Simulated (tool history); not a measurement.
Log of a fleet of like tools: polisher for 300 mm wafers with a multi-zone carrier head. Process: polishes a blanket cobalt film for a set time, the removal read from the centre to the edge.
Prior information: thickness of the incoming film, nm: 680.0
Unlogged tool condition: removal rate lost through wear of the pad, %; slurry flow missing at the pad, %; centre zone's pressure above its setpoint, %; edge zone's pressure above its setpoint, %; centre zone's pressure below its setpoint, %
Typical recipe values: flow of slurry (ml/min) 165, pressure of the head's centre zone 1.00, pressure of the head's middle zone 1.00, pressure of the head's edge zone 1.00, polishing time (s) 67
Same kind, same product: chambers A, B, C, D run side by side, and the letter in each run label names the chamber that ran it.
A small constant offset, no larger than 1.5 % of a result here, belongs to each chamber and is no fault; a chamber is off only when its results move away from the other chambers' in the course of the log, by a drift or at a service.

run	hour	flow of slurry (ml/min)	pressure of the head's centre zone	pressure of the head's middle zone	pressure of the head's edge zone	polishing time (s)	wafers polished on this pad	hours since the slurry nozzle was cleaned	hours since the centre zone pressure was calibrated	hours since the edge zone pressure was calibrated	film removed at the wafer's centre (Å)	film removed at mid-radius (Å)	film removed at the wafer's edge (Å)
1A	6.8	165	1.00	1.00	1.00	67	469	408.4	126.9	755.2	2022.6	1991.9	1959.6
2C	13.2	165	1.00	1.00	1.00	67	349	69.8	57.9	625.0	2040.5	1927.9	2009.2
# hour 15.8: chamber B: worn pad replaced by a new one
3D	18.4	165	1.00	1.00	1.00	67	243	607.7	835.5	586.9	1959.5	1964.4	1995.1
4B	24.4	165	1.00	1.00	1.00	67	99	215.1	400.9	508.4	1964.0	2008.5	1998.6
5C	30.2	210	1.00	1.00	1.00	54	546	86.8	74.9	642.0	1716.2	1661.4	1650.8
6A	34.8	210	1.00	1.00	1.00	54	792	436.4	154.9	783.2	1715.7	1687.4	1630.8
7D	42.0	210	1.00	1.00	1.00	54	515	631.3	859.1	610.5	1668.4	1619.6	1661.1
# hour 48.9: chamber D: worn pad replaced by a new one
8B	49.0	210	1.00	1.00	1.00	54	383	239.7	425.5	533.0	1697.4	1674.0	1683.1
9A	53.3	165	1.00	1.00	1.00	67	1006	454.9	173.4	801.7	1968.0	1972.9	1961.3
10C	57.5	165	1.00	1.00	1.00	67	861	114.1	102.2	669.3	1992.6	1944.0	2024.3
# hour 61.8: chamber A: slurry nozzle cleaned
11B	62.3	165	1.00	1.00	1.00	67	536	253.0	438.8	546.3	1999.9	2023.5	1983.2
# hour 65.7: chamber A: worn pad replaced by a new one
12D	68.5	205	1.05	1.00	1.00	67	226	657.8	885.6	637.0	2172.6	2033.9	2067.0
# hour 73.4: chamber B: worn pad replaced by a new one
13A	74.2	205	1.05	1.00	1.00	67	98	12.4	194.3	822.6	2231.4	2105.9	1995.3
14D	80.0	205	1.05	1.00	1.00	67	359	669.3	897.1	648.5	2211.2	2040.0	2049.7
15B	87.5	205	1.05	1.00	1.00	67	163	278.2	464.0	571.5	2190.5	2110.3	2072.8
16C	91.8	165	1.00	1.11	0.89	67	1256	148.4	136.5	703.6	1988.3	2162.5	1867.8
# hour 93.3: chamber B: slurry nozzle cleaned
17A	98.2	165	1.00	1.11	0.89	67	375	36.4	218.3	846.6	2085.3	2239.9	1856.0
# hour 101.1: chamber D: worn pad replaced by a new one
18D	105.6	165	1.00	1.11	0.89	67	52	694.9	922.7	674.1	1965.6	2190.3	1887.1
# hour 106.9: chamber C: worn pad replaced by a new one
19B	111.0	165	1.00	1.11	0.89	67	434	17.8	487.5	595.0	1984.6	2175.3	1865.5
20C	118.6	165	1.00	1.00	1.00	67	136	175.2	163.3	730.4	2022.6	2011.9	2011.5
# hour 121.9: chamber B: worn pad replaced by a new one
21A	126.0	165	1.00	1.00	1.00	67	696	64.2	246.1	874.4	2144.4	1974.6	1961.5
22D	132.2	165	1.00	1.00	1.00	67	358	721.5	949.3	700.7	2000.5	2008.5	1992.5
23B	136.3	165	1.00	1.00	1.00	67	166	43.1	512.8	620.3	1944.0	2033.5	2026.1
24C	140.5	165	1.00	1.00	1.00	67	388	197.1	185.2	752.3	1966.8	1969.1	1982.0
# hour 144.9: chamber A: edge zone pressure recalibrated
25C	146.0	165	1.00	1.00	1.00	67	452	202.6	190.7	757.8	1973.0	1963.4	2015.5
# hour 149.1: chamber C: edge zone pressure recalibrated
26D	149.6	165	1.00	1.00	1.00	58	559	738.9	966.7	718.1	1709.6	1742.5	1734.1
# hour 153.5: chamber D: worn pad replaced by a new one
27A	157.3	165	1.00	1.00	1.00	58	1057	95.5	277.4	12.5	1866.6	1739.2	1686.8
28B	164.4	165	1.00	1.00	1.00	58	490	71.2	540.9	648.4	1774.7	1740.4	1720.3
29C	168.3	165	1.00	1.00	1.00	58	709	224.9	213.0	19.2	1757.1	1698.9	1744.3
# hour 170.2: chamber A: worn pad replaced by a new one
30A	173.7	165	1.00	1.00	1.00	67	40	111.9	293.8	28.9	2199.0	1982.7	1961.7
31D	178.2	165	1.00	1.00	1.00	67	285	767.5	995.3	746.7	2028.2	1990.7	2008.5

Next, every chamber runs the same settings. What will each give?
32A	184.0	165	1.00	1.00	1.00	67					?	?	?
32B	184.0	165	1.00	1.00	1.00	67					?	?	?
32C	184.0	165	1.00	1.00	1.00	67					?	?	?
32D	184.0	165	1.00	1.00	1.00	67					?	?	?

run	film removed at the wafer's centre (Å)	film removed at mid-radius (Å)	film removed at the wafer's edge (Å)
32A	2205.6	1982.1	1950.0
32B	2024.6	2051.6	2006.6
32C	1939.1	1954.6	1991.8
32D	1946.3	1924.5	1994.4
